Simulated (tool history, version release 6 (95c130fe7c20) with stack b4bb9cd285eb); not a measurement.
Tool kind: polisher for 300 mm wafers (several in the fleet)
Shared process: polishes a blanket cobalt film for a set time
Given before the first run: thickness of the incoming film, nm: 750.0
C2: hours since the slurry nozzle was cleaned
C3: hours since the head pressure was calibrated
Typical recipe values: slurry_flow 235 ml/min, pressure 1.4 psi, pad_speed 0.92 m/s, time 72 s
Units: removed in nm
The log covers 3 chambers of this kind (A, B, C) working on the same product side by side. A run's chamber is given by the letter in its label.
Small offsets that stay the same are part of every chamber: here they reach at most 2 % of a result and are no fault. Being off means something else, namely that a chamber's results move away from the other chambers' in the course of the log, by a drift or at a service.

{"run": "1A", "hour": 5.6, "slurry_flow": 235, "pressure": 1.4, "pad_speed": 0.92, "time": 72, "wafers polished on this pad": 218, "C2": 60.1, "C3": 263.7, "removed": 271.46}
{"run": "2B", "hour": 10.6, "slurry_flow": 235, "pressure": 1.4, "pad_speed": 0.92, "time": 72, "wafers polished on this pad": 729, "C2": 122.2, "C3": 111.8, "removed": 273.3}
{"run": "3C", "hour": 18.0, "slurry_flow": 235, "pressure": 1.4, "pad_speed": 0.92, "time": 72, "wafers polished on this pad": 529, "C2": 741, "C3": 114.6, "removed": 267.07}
{"run": "4B", "hour": 25.3, "slurry_flow": 235, "pressure": 1.4, "pad_speed": 0.92, "time": 72, "wafers polished on this pad": 848, "C2": 136.9, "C3": 126.5, "removed": 272.35}
{"hour": 33.8, "done": "chamber B: worn pad replaced by a new one"}
{"run": "5A", "hour": 35.5, "slurry_flow": 235, "pressure": 1.4, "pad_speed": 0.92, "time": 72, "wafers polished on this pad": 460, "C2": 90, "C3": 293.6, "removed": 266.65}
{"hour": 39.8, "done": "chamber C: slurry nozzle cleaned"}
{"hour": 44.3, "done": "chamber C: worn pad replaced by a new one"}
{"run": "6C", "hour": 45.1, "slurry_flow": 235, "pressure": 1.4, "pad_speed": 0.92, "time": 72, "wafers polished on this pad": 6, "C2": 5.4, "C3": 141.7, "removed": 270.05}
{"run": "7C", "hour": 52.1, "slurry_flow": 235, "pressure": 1.4, "pad_speed": 0.92, "time": 48, "wafers polished on this pad": 63, "C2": 12.4, "C3": 148.7, "removed": 178.16}
{"run": "8A", "hour": 61.7, "slurry_flow": 235, "pressure": 1.4, "pad_speed": 0.92, "time": 48, "wafers polished on this pad": 673, "C2": 116.2, "C3": 319.8, "removed": 177.61}
{"run": "9B", "hour": 68.0, "slurry_flow": 235, "pressure": 1.4, "pad_speed": 0.92, "time": 48, "wafers polished on this pad": 277, "C2": 179.6, "C3": 169.2, "removed": 182.56}
{"run": "10A", "hour": 76.2, "slurry_flow": 235, "pressure": 1.4, "pad_speed": 0.92, "time": 72, "wafers polished on this pad": 790, "C2": 130.7, "C3": 334.3, "removed": 266.69}
{"run": "11C", "hour": 81.8, "slurry_flow": 235, "pressure": 1.4, "pad_speed": 0.92, "time": 72, "wafers polished on this pad": 304, "C2": 42.1, "C3": 178.4, "removed": 266.48}
{"run": "12B", "hour": 91.7, "slurry_flow": 235, "pressure": 1.4, "pad_speed": 0.92, "time": 72, "wafers polished on this pad": 469, "C2": 203.3, "C3": 192.9, "removed": 274.29}
{"run": "13B", "hour": 101.5, "slurry_flow": 235, "pressure": 1.4, "pad_speed": 0.92, "time": 72, "wafers polished on this pad": 549, "C2": 213.1, "C3": 202.7, "removed": 268.37}
{"run": "14C", "hour": 108.8, "slurry_flow": 235, "pressure": 1.4, "pad_speed": 0.92, "time": 72, "wafers polished on this pad": 522, "C2": 69.1, "C3": 205.4, "removed": 270.45}
{"run": "15A", "hour": 114.3, "slurry_flow": 235, "pressure": 1.4, "pad_speed": 0.92, "time": 72, "wafers polished on this pad": 1099, "C2": 168.8, "C3": 372.4, "removed": 266.81}
{"hour": 121.4, "done": "chamber A: head pressure recalibrated"}
{"hour": 121.9, "done": "chamber C: worn pad replaced by a new one"}
{"run": "16B", "hour": 122.4, "slurry_flow": 235, "pressure": 1.4, "pad_speed": 0.92, "time": 72, "wafers polished on this pad": 718, "C2": 234, "C3": 223.6, "removed": 271.71}
{"run": "17C", "hour": 130.7, "slurry_flow": 235, "pressure": 1.4, "pad_speed": 0.92, "time": 72, "wafers polished on this pad": 71, "C2": 91, "C3": 227.3, "removed": 270.06}
{"hour": 137.3, "done": "chamber B: worn pad replaced by a new one"}
{"run": "18A", "hour": 141.0, "slurry_flow": 235, "pressure": 1.4, "pad_speed": 0.92, "time": 72, "wafers polished on this pad": 1315, "C2": 195.5, "C3": 19.6, "removed": 270.89}
{"hour": 141.4, "done": "chamber A: slurry nozzle cleaned"}
{"run": "19A", "hour": 152.0, "slurry_flow": 235, "pressure": 1.4, "pad_speed": 0.92, "time": 72, "wafers polished on this pad": 1404, "C2": 10.6, "C3": 30.6, "removed": 273.43}
{"hour": 157.3, "done": "chamber A: worn pad replaced by a new one"}
{"run": "20B", "hour": 161.5, "slurry_flow": 235, "pressure": 1.4, "pad_speed": 0.92, "time": 72, "wafers polished on this pad": 196, "C2": 273.1, "C3": 262.7, "removed": 267.4}
{"run": "21C", "hour": 168.5, "slurry_flow": 235, "pressure": 1.4, "pad_speed": 0.92, "time": 72, "wafers polished on this pad": 377, "C2": 128.8, "C3": 265.1, "removed": 271.79}
{"run": "22A", "hour": 174.2, "slurry_flow": 235, "pressure": 1.4, "pad_speed": 0.92, "time": 72, "wafers polished on this pad": 137, "C2": 32.8, "C3": 52.8, "removed": 270.73}
{"run": "23C", "hour": 184.9, "slurry_flow": 235, "pressure": 1.4, "pad_speed": 0.92, "time": 72, "wafers polished on this pad": 510, "C2": 145.2, "C3": 281.5, "removed": 270.65}
{"run": "24B", "hour": 194.3, "slurry_flow": 235, "pressure": 1.4, "pad_speed": 0.7, "time": 48, "wafers polished on this pad": 462, "C2": 305.9, "C3": 295.5, "removed": 133.07}
{"run": "25A", "hour": 201.1, "slurry_flow": 235, "pressure": 1.4, "pad_speed": 0.7, "time": 48, "wafers polished on this pad": 355, "C2": 59.7, "C3": 79.7, "removed": 137.01}
{"hour": 207.8, "done": "chamber C: worn pad replaced by a new one"}
{"run": "26B", "hour": 211.9, "slurry_flow": 235, "pressure": 1.4, "pad_speed": 0.7, "time": 48, "wafers polished on this pad": 604, "C2": 323.5, "C3": 313.1, "removed": 131.04}
{"run": "27C", "hour": 218.7, "slurry_flow": 235, "pressure": 1.7, "pad_speed": 0.92, "time": 58, "wafers polished on this pad": 88, "C2": 179, "C3": 315.3, "removed": 266.75}
{"run": "28A", "hour": 225.6, "slurry_flow": 235, "pressure": 1.7, "pad_speed": 0.92, "time": 58, "wafers polished on this pad": 553, "C2": 84.2, "C3": 104.2, "removed": 262.99}
{"hour": 234.1, "done": "chamber B: worn pad replaced by a new one"}
{"run": "29C", "hour": 235.1, "slurry_flow": 235, "pressure": 1.7, "pad_speed": 0.92, "time": 58, "wafers polished on this pad": 221, "C2": 195.4, "C3": 331.7, "removed": 266.63}
{"run": "30B", "hour": 245.1, "slurry_flow": 235, "pressure": 1.4, "pad_speed": 0.92, "time": 72, "wafers polished on this pad": 89, "C2": 356.7, "C3": 346.3, "removed": 260.98}
{"run": "31B", "hour": 252.0, "slurry_flow": 235, "pressure": 1.4, "pad_speed": 0.92, "time": 72, "wafers polished on this pad": 145, "C2": 363.6, "C3": 353.2, "removed": 261.18}
{"run": "32C", "hour": 261.8, "slurry_flow": 235, "pressure": 1.4, "pad_speed": 0.92, "time": 72, "wafers polished on this pad": 437, "C2": 222.1, "C3": 358.4, "removed": 267.31}
{"run": "33A", "hour": 266.9, "slurry_flow": 235, "pressure": 1.4, "pad_speed": 0.68, "time": 80, "wafers polished on this pad": 888, "C2": 125.5, "C3": 145.5, "removed": 215.34}
{"run": "34C", "hour": 275.5, "slurry_flow": 235, "pressure": 1.4, "pad_speed": 0.68, "time": 80, "wafers polished on this pad": 548, "C2": 235.8, "C3": 372.1, "removed": 220.78}
{"run": "35A", "hour": 281.1, "slurry_flow": 235, "pressure": 1.4, "pad_speed": 0.68, "time": 80, "wafers polished on this pad": 1003, "C2": 139.7, "C3": 159.7, "removed": 222.8}
{"run": "36B", "hour": 287.3, "slurry_flow": 235, "pressure": 1.4, "pad_speed": 0.92, "time": 72, "wafers polished on this pad": 431, "C2": 398.9, "C3": 388.5, "removed": 253.44}

Does one chamber stand apart from the rest, does the shared gauge drift, or is all well apart from small per-chamber offsets? Give the chamber and the most likely cause, where there is one.

Little by little, chamber B moves away from the other chambers.
Cause: slurry flow missing at the pad, % = 41.8.
The log may not separate it from: head's pressure below its setpoint, %.

Chamber B could run next with any of the 4 candidate recipes listed below; each alters the usual settings, and their results appear as question marks. Which one brings its results back in line with what the other chambers deliver on the usual settings?
In-line tolerance around the mean of the other chambers on the usual settings: removed 7.2 nm
{"run": "37B-1", "hour": 295.3, "slurry_flow": 235, "pressure": 1.4, "pad_speed": 0.88, "time": 70, "removed": "?"}
{"run": "37B-2", "hour": 295.3, "slurry_flow": 340, "pressure": 1.4, "pad_speed": 0.92, "time": 72, "removed": "?"}
{"run": "37B-3", "hour": 295.3, "slurry_flow": 240, "pressure": 1.5, "pad_speed": 0.92, "time": 77, "removed": "?"}
{"run": "37B-4", "hour": 295.3, "slurry_flow": 235, "pressure": 1.3, "pad_speed": 0.86, "time": 72, "removed": "?"}

The other chambers' mean on the usual settings: removed 268.92 nm
run=37B-1 removed=234.88
run=37B-2 removed=267.59
run=37B-3 removed=290.05
run=37B-4 removed=219.57
37B-2 puts the chamber back in line with the other chambers.
